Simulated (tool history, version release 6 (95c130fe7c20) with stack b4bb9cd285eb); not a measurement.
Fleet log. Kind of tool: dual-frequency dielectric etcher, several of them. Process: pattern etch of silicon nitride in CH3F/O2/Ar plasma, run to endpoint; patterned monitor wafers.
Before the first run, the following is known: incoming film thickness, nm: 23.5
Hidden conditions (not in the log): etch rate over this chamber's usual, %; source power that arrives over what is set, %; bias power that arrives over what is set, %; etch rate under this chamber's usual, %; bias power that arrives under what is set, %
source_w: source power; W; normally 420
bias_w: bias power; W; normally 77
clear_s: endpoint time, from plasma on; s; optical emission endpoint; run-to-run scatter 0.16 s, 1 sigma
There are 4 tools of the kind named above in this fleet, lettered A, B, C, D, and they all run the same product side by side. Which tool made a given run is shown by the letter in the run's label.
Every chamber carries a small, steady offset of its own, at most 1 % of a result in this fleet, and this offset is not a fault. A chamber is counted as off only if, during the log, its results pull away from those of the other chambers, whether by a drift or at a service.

| run | hour | source_w | bias_w | hours since the last wet clean | hours since the last source power generator calibration | hours since the last bias power generator calibration | clear_s |
|---|---|---|---|---|---|---|---|
| 1B | 9.1 | 420 | 77 | 308 | 4424 | 1838.6 | 32.959 |
| 2D | 18.3 | 420 | 77 | 392.4 | 1495 | 1301.4 | 32.746 |
| 3A | 26.5 | 420 | 77 | 330.4 | 3897 | 2653.6 | 32.422 |
|  | 33.8 | chamber B: source power generator calibrated |
| 4C | 36.1 | 420 | 77 | 311.6 | 1591 | 1326.8 | 32.702 |
| 5D | 44.7 | 420 | 77 | 418.8 | 1521.4 | 1327.8 | 32.356 |
| 6B | 52.3 | 420 | 90 | 351.2 | 18.5 | 1881.8 | 31.115 |
| 7C | 60.2 | 420 | 90 | 335.7 | 1615.1 | 1350.9 | 30.814 |
| 8A | 69.2 | 420 | 90 | 373.1 | 3939.7 | 2696.3 | 30.884 |
|  | 70.2 | chamber A: wet clean of the chamber |
| 9B | 73.9 | 420 | 90 | 372.8 | 40.1 | 1903.4 | 30.846 |
| 10A | 82.1 | 420 | 77 | 11.9 | 3952.6 | 2709.2 | 32.578 |
| 11C | 86.8 | 420 | 77 | 362.3 | 1641.7 | 1377.5 | 32.842 |
| 12D | 94.4 | 420 | 77 | 468.5 | 1571.1 | 1377.5 | 32.665 |
| 13D | 99.8 | 420 | 77 | 473.9 | 1576.5 | 1382.9 | 32.577 |
|  | 101.4 | chamber B: wet clean of the chamber |
| 14A | 106.3 | 420 | 77 | 36.1 | 3976.8 | 2733.4 | 32.287 |
| 15C | 115.7 | 370 | 71 | 391.2 | 1670.6 | 1406.4 | 35.341 |
| 16B | 122.6 | 370 | 71 | 21.2 | 88.8 | 1952.1 | 35.293 |
| 17A | 127.4 | 370 | 71 | 57.2 | 3997.9 | 2754.5 | 35.602 |
| 18D | 135.6 | 370 | 71 | 509.7 | 1612.3 | 1418.7 | 34.643 |
| 19B | 144.8 | 420 | 77 | 43.4 | 111 | 1974.3 | 32.782 |
| 20C | 153.8 | 380 | 86 | 429.3 | 1708.7 | 1444.5 | 32.827 |
| 21D | 162.1 | 380 | 86 | 536.2 | 1638.8 | 1445.2 | 32.491 |
| 22C | 172.2 | 380 | 86 | 447.7 | 1727.1 | 1462.9 | 33.136 |
| 23A | 177.2 | 380 | 86 | 107 | 4047.7 | 2804.3 | 32.292 |
| 24B | 187.4 | 420 | 77 | 86 | 153.6 | 2016.9 | 32.529 |
| 25C | 192 | 420 | 77 | 467.5 | 1746.9 | 1482.7 | 33.514 |
| 26B | 198.6 | 420 | 77 | 97.2 | 164.8 | 2028.1 | 32.638 |
| 27D | 206.2 | 420 | 77 | 580.3 | 1682.9 | 1489.3 | 32.476 |
| 28A | 212.3 | 420 | 77 | 142.1 | 4082.8 | 2839.4 | 32.462 |

Decide between three cases: one chamber stands off from its peers, the gauge reading all wafers drifts, or nothing is wrong past each chamber's small offset. Where a chamber is off, say which and what most likely put it there.

Little by little, chamber C moves away from the other chambers.
Likeliest cause: etch rate under this chamber's usual, % = 2.86.

Which of the 4 candidates below, each the usual settings with something changed and its results left as question marks, puts chamber C back in line with what the other chambers give on the usual settings?
Counts as in line when no further than this from what the other chambers average on the usual settings: clear_s 0.54 s
| 29C-1 | 219.8 | 390 | 77 |  |  |  | ? |
| 29C-2 | 219.8 | 450 | 77 |  |  |  | ? |
| 29C-3 | 219.8 | 450 | 83 |  |  |  | ? |
| 29C-4 | 219.8 | 390 | 71 |  |  |  | ? |

The mean the other chambers reach with the usual settings: clear_s 32.585 s
| run | clear_s |
|---|---|
| 29C-1 | 34.385 |
| 29C-2 | 32.586 |
| 29C-3 | 31.734 |
| 29C-4 | 35.378 |
Change 29C-2 lands the chamber within the allowed miss of the other chambers.

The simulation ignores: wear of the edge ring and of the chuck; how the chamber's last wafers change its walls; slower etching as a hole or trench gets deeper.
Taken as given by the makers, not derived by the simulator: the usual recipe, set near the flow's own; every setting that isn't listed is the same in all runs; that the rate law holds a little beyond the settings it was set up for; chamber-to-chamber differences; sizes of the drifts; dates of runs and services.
